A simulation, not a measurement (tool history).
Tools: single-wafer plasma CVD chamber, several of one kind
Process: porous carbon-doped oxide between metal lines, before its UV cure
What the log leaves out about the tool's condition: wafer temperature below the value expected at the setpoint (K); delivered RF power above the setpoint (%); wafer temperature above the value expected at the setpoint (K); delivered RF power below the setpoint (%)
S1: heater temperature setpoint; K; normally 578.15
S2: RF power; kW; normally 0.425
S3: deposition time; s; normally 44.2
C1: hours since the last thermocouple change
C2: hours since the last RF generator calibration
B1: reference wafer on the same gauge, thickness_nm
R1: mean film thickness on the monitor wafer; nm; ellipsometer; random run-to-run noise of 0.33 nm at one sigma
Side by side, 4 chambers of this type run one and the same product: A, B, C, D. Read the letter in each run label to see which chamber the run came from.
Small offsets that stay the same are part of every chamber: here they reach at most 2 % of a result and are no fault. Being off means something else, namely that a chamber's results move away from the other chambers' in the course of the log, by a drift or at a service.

{"run": "1C", "hour": 13.3, "S1": 578.15, "S2": 0.425, "S3": 44.2, "C1": 222, "C2": 350.9, "B1": 221.98, "R1": 207.95}
{"run": "2D", "hour": 20.6, "S1": 578.15, "S2": 0.425, "S3": 44.2, "C1": 2350.1, "C2": 1420, "B1": 221.82, "R1": 205.14}
{"run": "3A", "hour": 34.1, "S1": 578.15, "S2": 0.425, "S3": 44.2, "C1": 377.1, "C2": 1252.1, "B1": 221.79, "R1": 204.01}
{"run": "4B", "hour": 41.0, "S1": 578.15, "S2": 0.425, "S3": 44.2, "C1": 841.5, "C2": 1276.9, "B1": 221.85, "R1": 203.98}
{"run": "5C", "hour": 47.4, "S1": 578.15, "S2": 0.425, "S3": 44.2, "C1": 256.1, "C2": 385, "B1": 221.74, "R1": 207.2}
{"run": "6B", "hour": 54.6, "S1": 578.15, "S2": 0.425, "S3": 44.2, "C1": 855.1, "C2": 1290.5, "B1": 221.75, "R1": 203.31}
{"run": "7D", "hour": 66.6, "S1": 578.15, "S2": 0.465, "S3": 37.3, "C1": 2396.1, "C2": 1466, "B1": 221.69, "R1": 185.97}
{"run": "8A", "hour": 78.2, "S1": 578.15, "S2": 0.465, "S3": 37.3, "C1": 421.2, "C2": 1296.2, "B1": 221.54, "R1": 184.47}
{"run": "9A", "hour": 85.9, "S1": 578.15, "S2": 0.465, "S3": 37.3, "C1": 428.9, "C2": 1303.9, "B1": 221.62, "R1": 185.25}
{"run": "10C", "hour": 92.8, "S1": 578.15, "S2": 0.465, "S3": 37.3, "C1": 301.5, "C2": 430.4, "B1": 221.59, "R1": 187.98}
{"run": "11B", "hour": 101.1, "S1": 578.15, "S2": 0.425, "S3": 44.2, "C1": 901.6, "C2": 1337, "B1": 221.55, "R1": 203.03}
{"run": "12D", "hour": 115.1, "S1": 578.15, "S2": 0.425, "S3": 44.2, "C1": 2444.6, "C2": 1514.5, "B1": 221.42, "R1": 204.76}
{"run": "13D", "hour": 128.6, "S1": 578.15, "S2": 0.425, "S3": 44.2, "C1": 2458.1, "C2": 1528, "B1": 221.45, "R1": 204.71}
{"run": "14B", "hour": 139.5, "S1": 578.15, "S2": 0.425, "S3": 44.2, "C1": 940, "C2": 1375.4, "B1": 221.26, "R1": 202.96}
{"run": "15A", "hour": 153.7, "S1": 578.15, "S2": 0.425, "S3": 44.2, "C1": 496.7, "C2": 1371.7, "B1": 221.13, "R1": 203.86}
{"run": "16C", "hour": 167.9, "S1": 572.15, "S2": 0.375, "S3": 44.2, "C1": 376.6, "C2": 505.5, "B1": 221.21, "R1": 193.88}
{"run": "17B", "hour": 178.0, "S1": 572.15, "S2": 0.375, "S3": 44.2, "C1": 978.5, "C2": 1413.9, "B1": 221.1, "R1": 190.03}
{"run": "18D", "hour": 191.4, "S1": 572.15, "S2": 0.375, "S3": 44.2, "C1": 2520.9, "C2": 1590.8, "B1": 221.03, "R1": 191.56}
{"run": "19C", "hour": 201.6, "S1": 572.15, "S2": 0.375, "S3": 44.2, "C1": 410.3, "C2": 539.2, "B1": 220.94, "R1": 193.68}
{"run": "20A", "hour": 208.6, "S1": 578.15, "S2": 0.425, "S3": 44.2, "C1": 551.6, "C2": 1426.6, "B1": 221.01, "R1": 203.51}
{"run": "21A", "hour": 220.6, "S1": 578.15, "S2": 0.425, "S3": 44.2, "C1": 563.6, "C2": 1438.6, "B1": 220.98, "R1": 203.09}
{"run": "22B", "hour": 230.8, "S1": 578.15, "S2": 0.425, "S3": 44.2, "C1": 1031.3, "C2": 1466.7, "B1": 220.8, "R1": 202.09}
{"run": "23C", "hour": 243.4, "S1": 578.15, "S2": 0.425, "S3": 44.2, "C1": 452.1, "C2": 581, "B1": 220.82, "R1": 206.21}
{"run": "24D", "hour": 251.4, "S1": 578.15, "S2": 0.425, "S3": 44.2, "C1": 2580.9, "C2": 1650.8, "B1": 220.64, "R1": 203.87}
{"run": "25B", "hour": 264.8, "S1": 578.15, "S2": 0.425, "S3": 44.2, "C1": 1065.3, "C2": 1500.7, "B1": 220.72, "R1": 202.49}
{"run": "26C", "hour": 272.7, "S1": 578.15, "S2": 0.425, "S3": 44.2, "C1": 481.4, "C2": 610.3, "B1": 220.59, "R1": 206.19}
{"run": "27D", "hour": 286.6, "S1": 578.15, "S2": 0.425, "S3": 44.2, "C1": 2616.1, "C2": 1686, "B1": 220.58, "R1": 203.94}

Is one chamber off against the others, does the gauge drift, or is nothing wrong? If a chamber is off, say which, and what the likeliest cause is.

The gauge drifts, so all chambers seem to drift together. No chamber is off.
What lies behind it: gauge reads low (%) = 0.67.

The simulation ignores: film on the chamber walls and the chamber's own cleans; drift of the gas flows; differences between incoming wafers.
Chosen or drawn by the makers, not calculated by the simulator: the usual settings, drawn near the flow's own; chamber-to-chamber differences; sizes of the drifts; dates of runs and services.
